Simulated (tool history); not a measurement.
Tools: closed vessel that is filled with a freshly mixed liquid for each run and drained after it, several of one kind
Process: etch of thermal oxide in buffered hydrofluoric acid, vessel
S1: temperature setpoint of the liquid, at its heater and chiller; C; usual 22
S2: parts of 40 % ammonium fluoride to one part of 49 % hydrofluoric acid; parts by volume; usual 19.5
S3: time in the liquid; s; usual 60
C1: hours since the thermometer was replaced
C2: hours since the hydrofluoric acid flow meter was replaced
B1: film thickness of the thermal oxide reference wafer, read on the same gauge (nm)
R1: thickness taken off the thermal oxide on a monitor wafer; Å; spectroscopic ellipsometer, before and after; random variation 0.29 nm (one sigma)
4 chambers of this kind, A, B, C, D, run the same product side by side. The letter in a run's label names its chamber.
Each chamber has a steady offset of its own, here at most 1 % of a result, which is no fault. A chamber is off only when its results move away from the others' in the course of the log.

run	hour	S1	S2	S3	C1	C2	B1	R1
1B	11.7	22	19.5	60	96.6	602.5	70.022	320.81
2C	20	22	19.5	60	910.8	232.4	70.007	320.55
3A	32.3	22	19.5	60	1397	422.6	70.006	321.26
4D	38.3	22	19.5	60	366	195.8	70.021	320.5
5A	47.7	22	19.5	60	1412.4	438	70.011	327.33
6D	57.1	22	19.5	60	384.8	214.6	70.004	322.34
7B	66.1	22	19.5	60	151	656.9	69.978	322.95
8C	72.7	22	19.5	60	963.5	285.1	70.002	319.1
9B	80.8	22	19.5	60	165.7	671.6	69.968	318.24
10D	87.6	19	19.5	30	415.3	245.1	70.01	135.05
11C	99.3	19	19.5	30	990.1	311.7	70.016	136.2
12A	111.1	19	19.5	30	1475.8	501.4	70.002	138.21
13B	120.1	19	19.5	30	205	710.9	70.005	137.01
14D	129.9	22	19.5	60	457.6	287.4	69.983	322.15
15C	139.4	22	19.5	60	1030.2	351.8	70.017	324.61
16A	150.2	22	19.5	60	1514.9	540.5	70.009	333.11
17B	157.4	22	19.5	60	242.3	748.2	70.026	320.25
18C	167.6	22	19.5	60	1058.4	380	69.978	324.22
# hour 176.1: chamber C: hydrofluoric acid flow meter replaced
19D	176.2	22	19.5	60	503.9	333.7	70.001	325.84
20A	186.5	22	19.5	60	1551.2	576.8	70.01	336.41
21B	195.4	22	19.5	60	280.3	786.2	69.998	326.36
22D	201.5	22	19.5	60	529.2	359	70.034	317.44
23A	211.7	22	19.5	60	1576.4	602	69.992	336.66
24C	218.1	22	19.5	60	1108.9	42	70.027	324.06
25B	225.7	22	19.5	60	310.6	816.5	70.027	325.62
26A	236.3	22	19.5	60	1601	626.6	70.002	334.5
27D	245.3	22	19.5	60	573	402.8	70.006	322.55
28C	252.8	22	19.5	60	1143.6	76.7	69.965	321.2
29B	259.7	22	19.5	60	344.6	850.5	70.026	321.33
30C	268.4	22	19.5	60	1159.2	92.3	70.013	321.77
31A	279.3	22	19.5	60	1644	669.6	70.017	340.12
32D	288.1	22	19.5	60	615.8	445.6	70.042	320.99
33C	298	22	19.5	60	1188.8	121.9	70.004	322.66
34A	304.2	22	19.5	60	1668.9	694.5	69.989	335.14
35D	313.8	22	19.5	60	641.5	471.3	69.968	323.39
36B	320.3	22	19.5	60	405.2	911.1	70.023	321.37
37C	325.9	22	19.5	60	1216.7	149.8	69.998	326.02
# hour 330: chamber B: hydrofluoric acid flow meter replaced
38D	337.7	22	19.5	60	665.4	495.2	69.981	323.02
39A	346.5	22	19.5	60	1711.2	736.8	70.003	342.76
40B	352.9	22	19.5	60	437.8	23	70.015	319.52
41B	358.7	22	19.5	60	443.6	28.8	70.04	319.86
42C	368.1	22	19.5	60	1258.9	192	69.949	321.35
43D	376.8	22	19.5	60	704.5	534.3	69.971	321.15
44A	388.5	22	19.5	60	1753.2	778.8	70.02	349.05

Is one chamber off against the others, does the gauge drift, or is nothing wrong? If a chamber is off, say which, and what the likeliest cause is.

Chamber A drifts away from the others.
Cause: hydrofluoric acid flow above the setpoint (%) = 6.35.
The log may not tell that from: liquid hotter than its thermometer reads (K).

Here are 4 candidates for chamber A's next run, each the usual settings with a change, their results left as question marks. Which one brings its results back in line with what the others give on the usual settings?
In line means no further than this from the other chambers' mean on the usual settings: R1 10 Å
45A-1	397.4	22	19.5	65				?
45A-2	397.4	21.5	20	55				?
45A-3	397.4	22	21	60				?
45A-4	397.4	22.5	19	65				?

The other chambers' mean on the usual settings: R1 322.05 Å
run	R1
45A-1	373.97
45A-2	299.91
45A-3	320.51
45A-4	394.81
45A-3 brings the chamber back in line.

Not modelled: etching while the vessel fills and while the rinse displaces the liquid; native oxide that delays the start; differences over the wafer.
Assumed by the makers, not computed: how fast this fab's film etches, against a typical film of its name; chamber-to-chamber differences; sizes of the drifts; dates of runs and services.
